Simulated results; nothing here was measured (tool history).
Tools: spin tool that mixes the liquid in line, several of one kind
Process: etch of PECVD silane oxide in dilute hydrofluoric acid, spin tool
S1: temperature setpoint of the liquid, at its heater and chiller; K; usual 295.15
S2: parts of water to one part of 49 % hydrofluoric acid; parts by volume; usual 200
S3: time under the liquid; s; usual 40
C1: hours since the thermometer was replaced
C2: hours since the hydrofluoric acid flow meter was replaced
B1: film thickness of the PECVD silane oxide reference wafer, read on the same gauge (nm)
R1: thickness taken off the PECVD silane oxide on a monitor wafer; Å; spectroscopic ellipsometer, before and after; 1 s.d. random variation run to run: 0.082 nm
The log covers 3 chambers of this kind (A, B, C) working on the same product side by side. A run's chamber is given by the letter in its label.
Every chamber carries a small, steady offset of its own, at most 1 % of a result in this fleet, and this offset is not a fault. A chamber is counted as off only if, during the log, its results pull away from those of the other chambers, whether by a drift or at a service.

| run | day | S1 | S2 | S3 | C1 | C2 | B1 | R1 |
|---|---|---|---|---|---|---|---|---|
| 1B | 0.308 | 295.15 | 200 | 40 | 1319.6 | 348.6 | 150.03 | 81.701 |
| 2C | 0.742 | 295.15 | 200 | 40 | 1100.8 | 1831.9 | 149.96 | 83.708 |
| 3A | 1.312 | 295.15 | 200 | 40 | 1199.3 | 187.4 | 150.01 | 82.912 |
| 4A | 1.742 | 295.15 | 200 | 40 | 1209.6 | 197.7 | 149.99 | 81.892 |
| 5C | 2.046 | 295.15 | 120 | 55 | 1132.1 | 1863.2 | 150.02 | 209.78 |
| 6B | 2.342 | 295.15 | 120 | 55 | 1368.4 | 397.4 | 150.01 | 208.56 |
| 7C | 2.654 | 295.15 | 120 | 55 | 1146.7 | 1877.8 | 150 | 210.57 |
| 8A | 3.067 | 295.15 | 200 | 40 | 1241.4 | 229.5 | 149.99 | 82.833 |
|  | 3.412 | chamber C: hydrofluoric acid flow meter replaced |
| 9B | 3.533 | 295.15 | 200 | 40 | 1397 | 426 | 149.96 | 81.354 |
| 10A | 3.992 | 295.15 | 200 | 40 | 1263.6 | 251.7 | 150.04 | 82.3 |
| 11C | 4.325 | 295.15 | 200 | 40 | 1186.8 | 21.9 | 150 | 81.125 |
| 12B | 4.721 | 295.15 | 200 | 40 | 1425.5 | 454.5 | 150.03 | 81.332 |
| 13C | 5.233 | 295.15 | 200 | 40 | 1208.6 | 43.7 | 150.01 | 80.566 |
| 14A | 5.721 | 299.15 | 165 | 40 | 1305.1 | 293.2 | 149.99 | 121.12 |
| 15B | 6.254 | 299.15 | 165 | 40 | 1462.3 | 491.3 | 149.96 | 116.81 |
| 16A | 6.562 | 299.15 | 165 | 40 | 1325.3 | 313.4 | 149.99 | 121.39 |
| 17C | 7.146 | 297.65 | 200 | 40 | 1254.5 | 89.6 | 149.99 | 89.417 |
| 18B | 7.571 | 297.65 | 200 | 40 | 1493.9 | 522.9 | 150 | 85.364 |
| 19A | 7.85 | 297.65 | 200 | 40 | 1356.2 | 344.3 | 149.96 | 91.184 |
| 20C | 8.325 | 295.15 | 200 | 40 | 1282.8 | 117.9 | 150.05 | 83.367 |
| 21B | 8.662 | 295.15 | 200 | 40 | 1520.1 | 549.1 | 149.99 | 76.509 |
| 22B | 9.254 | 295.15 | 200 | 40 | 1534.3 | 563.3 | 149.99 | 75.551 |
| 23C | 9.608 | 295.15 | 200 | 40 | 1313.6 | 148.7 | 149.97 | 82.897 |
| 24A | 9.938 | 295.15 | 200 | 40 | 1406.3 | 394.4 | 150.03 | 84.104 |

Decide between three cases: one chamber stands off from its peers, the gauge reading all wafers drifts, or nothing is wrong past each chamber's small offset. Where a chamber is off, say which and what most likely put it there.

It is chamber B that slowly wanders off from its peers.
Likeliest cause: hydrofluoric acid flow below the setpoint (%) = 8.7.
From this log alone, it may not be told apart from: liquid colder than its thermometer reads (K).

Chamber B could run next with any of the 4 candidate recipes listed below; each alters the usual settings, and their results appear as question marks. Which one brings its results back in line with what the other chambers deliver on the usual settings?
In line means no further than this from the other chambers' mean on the usual settings: R1 2.9 Å
| 25B-1 | 10.362 | 295.65 | 170 | 40 |  |  |  | ? |
| 25B-2 | 10.362 | 297.65 | 200 | 40 |  |  |  | ? |
| 25B-3 | 10.362 | 294.65 | 215 | 40 |  |  |  | ? |
| 25B-4 | 10.362 | 295.15 | 235 | 40 |  |  |  | ? |

Usual-settings mean across the other chambers: R1 82.692 Å
| run | R1 |
|---|---|
| 25B-1 | 92.733 |
| 25B-2 | 82.091 |
| 25B-3 | 67.239 |
| 25B-4 | 61.364 |
With 25B-2, the chamber falls back in line with the rest.
